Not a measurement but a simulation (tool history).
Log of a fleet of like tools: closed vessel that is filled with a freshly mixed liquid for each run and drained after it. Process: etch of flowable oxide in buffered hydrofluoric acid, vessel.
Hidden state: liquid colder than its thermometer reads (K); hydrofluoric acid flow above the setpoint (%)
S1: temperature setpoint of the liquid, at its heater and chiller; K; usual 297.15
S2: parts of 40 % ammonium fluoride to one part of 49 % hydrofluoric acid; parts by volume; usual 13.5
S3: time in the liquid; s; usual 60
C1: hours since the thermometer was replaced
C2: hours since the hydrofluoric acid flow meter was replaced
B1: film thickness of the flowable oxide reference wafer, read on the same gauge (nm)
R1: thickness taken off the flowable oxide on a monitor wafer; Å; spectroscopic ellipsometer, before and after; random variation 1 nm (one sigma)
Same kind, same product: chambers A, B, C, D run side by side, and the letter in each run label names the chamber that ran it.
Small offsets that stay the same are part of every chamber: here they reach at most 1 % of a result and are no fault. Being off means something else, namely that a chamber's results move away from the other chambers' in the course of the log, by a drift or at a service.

run 1A hour=13.7 | S1=297.15 S2=13.5 S3=60 | C1=1739.5 C2=41.9 | B1=120.01 | R1=1798.7
run 2B hour=20.6 | S1=297.15 S2=13.5 S3=60 | C1=1326.3 C2=227.9 | B1=120 | R1=1841.4
run 3C hour=35.2 | S1=297.15 S2=13.5 S3=60 | C1=1460.9 C2=2005.3 | B1=120 | R1=1821.2
run 4D hour=44.4 | S1=297.15 S2=13.5 S3=60 | C1=1349 C2=499.7 | B1=120 | R1=1833.2
run 5D hour=52.2 | S1=293.65 S2=13.5 S3=80 | C1=1356.8 C2=507.5 | B1=119.98 | R1=2021.1
run 6B hour=65.7 | S1=293.65 S2=13.5 S3=80 | C1=1371.4 C2=273 | B1=120.02 | R1=2017.9
run 7A hour=78 | S1=293.65 S2=13.5 S3=80 | C1=1803.8 C2=106.2 | B1=119.98 | R1=2001.1
run 8C hour=86 | S1=293.65 S2=13.5 S3=80 | C1=1511.7 C2=2056.1 | B1=119.97 | R1=1997.1
run 9B hour=95.8 | S1=297.15 S2=13.5 S3=60 | C1=1401.5 C2=303.1 | B1=120.01 | R1=1853.4
run 10C hour=103 | S1=297.15 S2=13.5 S3=60 | C1=1528.7 C2=2073.1 | B1=119.99 | R1=1790.1
run 11A hour=113.1 | S1=297.15 S2=13.5 S3=80 | C1=1838.9 C2=141.3 | B1=120 | R1=2421.4
run 12D hour=126 | S1=297.15 S2=13.5 S3=80 | C1=1430.6 C2=581.3 | B1=120.01 | R1=2418.6
run 13D hour=132.6 | S1=297.15 S2=13.5 S3=80 | C1=1437.2 C2=587.9 | B1=120 | R1=2424.9
run 14C hour=145.4 | S1=297.15 S2=13.5 S3=80 | C1=1571.1 C2=2115.5 | B1=120 | R1=2377.2
run 15B hour=160.2 | S1=297.15 S2=13.5 S3=60 | C1=1465.9 C2=367.5 | B1=120 | R1=1844.1
run 16A hour=172 | S1=297.15 S2=13.5 S3=60 | C1=1897.8 C2=200.2 | B1=119.98 | R1=1803.1
run 17A hour=186.1 | S1=297.15 S2=13.5 S3=60 | C1=1911.9 C2=214.3 | B1=119.97 | R1=1817.5
run 18B hour=200.5 | S1=297.15 S2=13.5 S3=60 | C1=1506.2 C2=407.8 | B1=120 | R1=1842.4
run 19C hour=211.3 | S1=297.15 S2=13.5 S3=60 | C1=1637 C2=2181.4 | B1=120 | R1=1732.5
run 20D hour=224.8 | S1=297.15 S2=13.5 S3=60 | C1=1529.4 C2=680.1 | B1=120.02 | R1=1841.3
run 21B hour=235 | S1=297.15 S2=13.5 S3=60 | C1=1540.7 C2=442.3 | B1=120 | R1=1832.8
-- hour=240.5 chamber A: thermometer replaced
run 22C hour=243.5 | S1=297.15 S2=13.5 S3=60 | C1=1669.2 C2=2213.6 | B1=120.02 | R1=1739.6
run 23A hour=252 | S1=297.15 S2=13.5 S3=60 | C1=11.6 C2=280.2 | B1=120 | R1=1837.7
run 24D hour=267.2 | S1=297.15 S2=13.5 S3=40 | C1=1571.8 C2=722.5 | B1=120.01 | R1=1232.5

Next, every chamber runs the same settings. What will each give?
run 25A hour=278.1 | S1=297.15 S2=13.5 S3=60 | R1=?
run 25B hour=278.1 | S1=297.15 S2=13.5 S3=60 | R1=?
run 25C hour=278.1 | S1=297.15 S2=13.5 S3=60 | R1=?
run 25D hour=278.1 | S1=297.15 S2=13.5 S3=60 | R1=?

run=25A R1=1814.6
run=25B R1=1844
run=25C R1=1726.7
run=25D R1=1827.5
